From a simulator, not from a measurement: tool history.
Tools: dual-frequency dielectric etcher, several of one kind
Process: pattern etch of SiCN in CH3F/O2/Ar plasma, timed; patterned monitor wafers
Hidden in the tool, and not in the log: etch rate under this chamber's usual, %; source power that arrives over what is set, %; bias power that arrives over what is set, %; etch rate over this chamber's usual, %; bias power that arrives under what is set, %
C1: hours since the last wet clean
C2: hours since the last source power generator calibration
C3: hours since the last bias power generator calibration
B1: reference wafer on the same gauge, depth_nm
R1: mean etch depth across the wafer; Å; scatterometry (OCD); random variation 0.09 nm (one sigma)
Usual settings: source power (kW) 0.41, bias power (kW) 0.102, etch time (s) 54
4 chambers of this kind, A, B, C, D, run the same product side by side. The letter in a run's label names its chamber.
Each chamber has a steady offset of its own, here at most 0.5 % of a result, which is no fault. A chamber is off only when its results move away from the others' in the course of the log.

Run 1C, hour 6.2: usual settings; C1 324.1; C2 2490.3; C3 294.4; B1 22.708. Result: R1 232.5 Å.
Run 2B, hour 13.2: usual settings; C1 27.5; C2 1801.1; C3 2453.5; B1 22.7. Result: R1 233.53 Å.
Run 3A, hour 19.4: usual settings; C1 190.7; C2 1726.8; C3 104.6; B1 22.68. Result: R1 231.63 Å.
Run 4D, hour 25.5: usual settings; C1 392.8; C2 1844.1; C3 795.9; B1 22.705. Result: R1 233.59 Å.
Run 5A, hour 32.2: usual settings; C1 203.5; C2 1739.6; C3 117.4; B1 22.705. Result: R1 230.87 Å.
Run 6B, hour 36.8: usual settings; C1 51.1; C2 1824.7; C3 2477.1; B1 22.709. Result: R1 233.3 Å.
Run 7D, hour 41.5: usual settings but source power (kW) 0.37, bias power (kW) 0.121; C1 408.8; C2 1860.1; C3 811.9; B1 22.721. Result: R1 241.46 Å.
Run 8C, hour 45.8: usual settings but source power (kW) 0.37, bias power (kW) 0.121; C1 363.7; C2 2529.9; C3 334; B1 22.686. Result: R1 238.94 Å.
Run 9A, hour 53.3: usual settings but source power (kW) 0.37, bias power (kW) 0.121; C1 224.6; C2 1760.7; C3 138.5; B1 22.697. Result: R1 238.12 Å.
Run 10C, hour 58.4: usual settings but source power (kW) 0.37, bias power (kW) 0.121; C1 376.3; C2 2542.5; C3 346.6; B1 22.68. Result: R1 237.61 Å.
Run 11D, hour 64: usual settings; C1 431.3; C2 1882.6; C3 834.4; B1 22.698. Result: R1 234.89 Å.
Run 12B, hour 68: usual settings; C1 82.3; C2 1855.9; C3 2508.3; B1 22.707. Result: R1 232.15 Å.
Run 13B, hour 74.7: usual settings; C1 89; C2 1862.6; C3 2515; B1 22.702. Result: R1 232.67 Å.
Run 14D, hour 79.3: usual settings; C1 446.6; C2 1897.9; C3 849.7; B1 22.698. Result: R1 233.66 Å.
Run 15C, hour 86.3: usual settings; C1 404.2; C2 2570.4; C3 374.5; B1 22.697. Result: R1 232.48 Å.
Run 16A, hour 93.1: usual settings; C1 264.4; C2 1800.5; C3 178.3; B1 22.711. Result: R1 229.42 Å.
Run 17D, hour 98.5: usual settings but source power (kW) 0.33; C1 465.8; C2 1917.1; C3 868.9; B1 22.702. Result: R1 214.48 Å.
Run 18A, hour 103.6: usual settings but source power (kW) 0.33; C1 274.9; C2 1811; C3 188.8; B1 22.717. Result: R1 213.5 Å.
Run 19C, hour 109.9: usual settings but source power (kW) 0.33; C1 427.8; C2 2594; C3 398.1; B1 22.678. Result: R1 213.81 Å.
Run 20B, hour 115.8: usual settings but source power (kW) 0.33; C1 130.1; C2 1903.7; C3 2556.1; B1 22.707. Result: R1 215.41 Å.
Run 21C, hour 122.6: usual settings; C1 440.5; C2 2606.7; C3 410.8; B1 22.706. Result: R1 232.75 Å.
Run 22B, hour 129.2: usual settings; C1 143.5; C2 1917.1; C3 2569.5; B1 22.709. Result: R1 231.89 Å.
Run 23D, hour 132.6: usual settings; C1 499.9; C2 1951.2; C3 903; B1 22.678. Result: R1 234.82 Å.
Run 24A, hour 139.3: usual settings; C1 310.6; C2 1846.7; C3 224.5; B1 22.679. Result: R1 229.56 Å.
Run 25C, hour 143.8: usual settings but source power (kW) 0.36, bias power (kW) 0.081; C1 461.7; C2 2627.9; C3 432; B1 22.708. Result: R1 203.16 Å.
Run 26B, hour 149.3: usual settings but source power (kW) 0.36, bias power (kW) 0.081; C1 163.6; C2 1937.2; C3 2589.6; B1 22.709. Result: R1 202.93 Å.
Run 27D, hour 156.1: usual settings but source power (kW) 0.36, bias power (kW) 0.081; C1 523.4; C2 1974.7; C3 926.5; B1 22.72. Result: R1 205.85 Å.
Run 28A, hour 163.1: usual settings but source power (kW) 0.36, bias power (kW) 0.081; C1 334.4; C2 1870.5; C3 248.3; B1 22.696. Result: R1 199.76 Å.
Run 29A, hour 166.8: usual settings; C1 338.1; C2 1874.2; C3 252; B1 22.673. Result: R1 225.83 Å.
At hour 167.8: chamber C: source power generator calibrated.
Run 30C, hour 174.3: usual settings but bias power (kW) 0.09, etch time (s) 66; C1 492.2; C2 6.5; C3 462.5; B1 22.717. Result: R1 270.14 Å.
Run 31B, hour 181.1: usual settings but bias power (kW) 0.09, etch time (s) 66; C1 195.4; C2 1969; C3 2621.4; B1 22.715. Result: R1 271.51 Å.
Run 32D, hour 188.8: usual settings but bias power (kW) 0.09, etch time (s) 66; C1 556.1; C2 2007.4; C3 959.2; B1 22.698. Result: R1 272.69 Å.
Run 33B, hour 193.3: usual settings but bias power (kW) 0.09, etch time (s) 66; C1 207.6; C2 1981.2; C3 2633.6; B1 22.703. Result: R1 272.31 Å.
Run 34D, hour 197.2: usual settings; C1 564.5; C2 2015.8; C3 967.6; B1 22.701. Result: R1 234.74 Å.
Run 35A, hour 202: usual settings; C1 373.3; C2 1909.4; C3 287.2; B1 22.707. Result: R1 224.91 Å.
Run 36C, hour 208.7: usual settings but source power (kW) 0.44, etch time (s) 42; C1 526.6; C2 40.9; C3 496.9; B1 22.701. Result: R1 184.91 Å.

Next, every chamber runs the same settings. What will each give?
Run 37A, hour 214.2: usual settings. Result: R1 ?.
Run 37B, hour 214.2: usual settings. Result: R1 ?.
Run 37C, hour 214.2: usual settings. Result: R1 ?.
Run 37D, hour 214.2: usual settings. Result: R1 ?.

run      R1
37A  225.23
37B  232.55
37C  231.83
37D  234.53

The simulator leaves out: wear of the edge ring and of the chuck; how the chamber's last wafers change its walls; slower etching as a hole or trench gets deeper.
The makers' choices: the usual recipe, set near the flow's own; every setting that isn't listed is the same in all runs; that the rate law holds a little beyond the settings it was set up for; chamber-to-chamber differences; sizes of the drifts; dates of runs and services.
